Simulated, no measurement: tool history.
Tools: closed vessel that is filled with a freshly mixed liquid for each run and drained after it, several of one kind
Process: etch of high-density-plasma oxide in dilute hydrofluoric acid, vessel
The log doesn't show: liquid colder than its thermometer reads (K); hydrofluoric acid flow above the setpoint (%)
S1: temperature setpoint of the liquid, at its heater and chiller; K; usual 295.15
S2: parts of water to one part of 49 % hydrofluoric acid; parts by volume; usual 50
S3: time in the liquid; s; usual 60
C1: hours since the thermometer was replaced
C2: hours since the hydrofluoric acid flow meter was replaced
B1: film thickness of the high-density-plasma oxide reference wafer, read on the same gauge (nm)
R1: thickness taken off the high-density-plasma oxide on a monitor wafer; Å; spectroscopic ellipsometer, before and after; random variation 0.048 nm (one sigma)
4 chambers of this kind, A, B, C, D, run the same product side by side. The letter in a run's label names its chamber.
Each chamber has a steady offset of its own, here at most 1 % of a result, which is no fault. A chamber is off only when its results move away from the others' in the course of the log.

| run | day | S1 | S2 | S3 | C1 | C2 | B1 | R1 |
|---|---|---|---|---|---|---|---|---|
| 1C | 0.179 | 295.15 | 50 | 60 | 1246.5 | 1885.9 | 39.986 | 82.411 |
| 2A | 0.379 | 295.15 | 50 | 60 | 1134.2 | 403.5 | 39.966 | 82.081 |
| 3B | 0.638 | 295.15 | 50 | 60 | 1565.8 | 1226.7 | 40.016 | 81.795 |
| 4D | 0.912 | 295.15 | 50 | 60 | 312.4 | 1009.4 | 40.002 | 81.703 |
| 5D | 1.071 | 295.15 | 50 | 60 | 316.2 | 1013.2 | 39.994 | 82.755 |
| 6A | 1.233 | 295.15 | 50 | 60 | 1154.7 | 424 | 39.996 | 81.239 |
| 7B | 1.55 | 295.15 | 50 | 60 | 1587.7 | 1248.6 | 40.027 | 82.45 |
| 8C | 1.867 | 295.15 | 50 | 60 | 1287 | 1926.4 | 40 | 82.164 |
| 9C | 2.2 | 295.15 | 50 | 60 | 1295 | 1934.4 | 39.984 | 82.73 |
| 10B | 2.55 | 295.15 | 50 | 60 | 1611.7 | 1272.6 | 39.972 | 82.399 |
| 11A | 2.912 | 295.15 | 50 | 60 | 1195 | 464.3 | 39.967 | 82.028 |
| 12D | 3.233 | 293.15 | 50 | 60 | 368.1 | 1065.1 | 39.996 | 75.809 |
| 13A | 3.458 | 293.15 | 50 | 60 | 1208.1 | 477.4 | 39.998 | 75.576 |
| 14B | 3.812 | 293.15 | 50 | 60 | 1642 | 1302.9 | 39.979 | 75.584 |
| 15D | 4.029 | 293.15 | 50 | 60 | 387.2 | 1084.2 | 39.97 | 76.183 |
| 16C | 4.262 | 295.15 | 50 | 60 | 1344.5 | 1983.9 | 40.011 | 82.866 |
| 17C | 4.45 | 295.15 | 50 | 60 | 1349 | 1988.4 | 40.025 | 83.583 |
| 18D | 4.671 | 295.15 | 50 | 60 | 402.6 | 1099.6 | 40.001 | 82.572 |
| 19B | 4.996 | 295.15 | 50 | 60 | 1670.4 | 1331.3 | 39.976 | 81.677 |
| 20A | 5.296 | 295.15 | 50 | 60 | 1252.2 | 521.5 | 40.003 | 81.85 |
| 21D | 5.512 | 295.15 | 50 | 60 | 422.8 | 1119.8 | 39.967 | 82.205 |
| 22A | 5.804 | 295.15 | 50 | 60 | 1264.4 | 533.7 | 39.973 | 81.545 |
| 23C | 5.992 | 295.15 | 50 | 60 | 1386 | 2025.4 | 40.014 | 83.219 |
| 24B | 6.296 | 295.15 | 50 | 60 | 1701.6 | 1362.5 | 39.97 | 81.343 |
| 25B | 6.621 | 295.15 | 50 | 60 | 1709.4 | 1370.3 | 40.005 | 81.735 |
| 26C | 6.8 | 295.15 | 50 | 60 | 1405.4 | 2044.8 | 40 | 82.935 |
| 27A | 7.125 | 293.65 | 70 | 60 | 1296.1 | 565.4 | 40.028 | 53.926 |
| 28D | 7.458 | 293.65 | 70 | 60 | 469.5 | 1166.5 | 40.013 | 54.307 |
| 29C | 7.758 | 293.65 | 70 | 60 | 1428.4 | 2067.8 | 40.015 | 53.511 |
|  | 7.9 | chamber C: thermometer replaced |
| 30D | 8.021 | 293.65 | 70 | 60 | 483 | 1180 | 39.992 | 53.408 |
| 31B | 8.238 | 295.15 | 50 | 60 | 1748.2 | 1409.1 | 39.991 | 82.248 |
| 32A | 8.404 | 290.65 | 65 | 60 | 1326.8 | 596.1 | 40.005 | 51.583 |
| 33C | 8.671 | 290.65 | 65 | 60 | 18.5 | 2089.7 | 40.014 | 51.955 |
| 34B | 8.867 | 290.65 | 65 | 60 | 1763.3 | 1424.2 | 39.988 | 50.868 |
|  | 9.042 | chamber D: hydrofluoric acid flow meter replaced |
| 35D | 9.162 | 290.65 | 65 | 60 | 510.4 | 2.9 | 39.978 | 51.455 |
|  | 9.362 | chamber A: hydrofluoric acid flow meter replaced |
| 36A | 9.512 | 295.15 | 50 | 60 | 1353.4 | 3.7 | 39.986 | 81.101 |
| 37B | 9.8 | 295.15 | 50 | 60 | 1785.7 | 1446.6 | 39.997 | 81.806 |
| 38A | 9.967 | 295.15 | 50 | 60 | 1364.3 | 14.6 | 39.981 | 82.109 |
| 39C | 10.162 | 295.15 | 40 | 60 | 54.3 | 2125.5 | 40 | 104.18 |
| 40D | 10.479 | 295.15 | 40 | 60 | 542 | 34.5 | 39.96 | 103.97 |
| 41D | 10.667 | 295.15 | 40 | 60 | 546.5 | 39 | 39.972 | 103.21 |
| 42B | 10.838 | 295.15 | 40 | 60 | 1810.6 | 1471.5 | 40.021 | 103.39 |

Is one chamber off against the others, does the gauge drift, or is nothing wrong? If a chamber is off, say which, and what the likeliest cause is.

No chamber stands off beyond its own small offset, and the gauge holds steady.
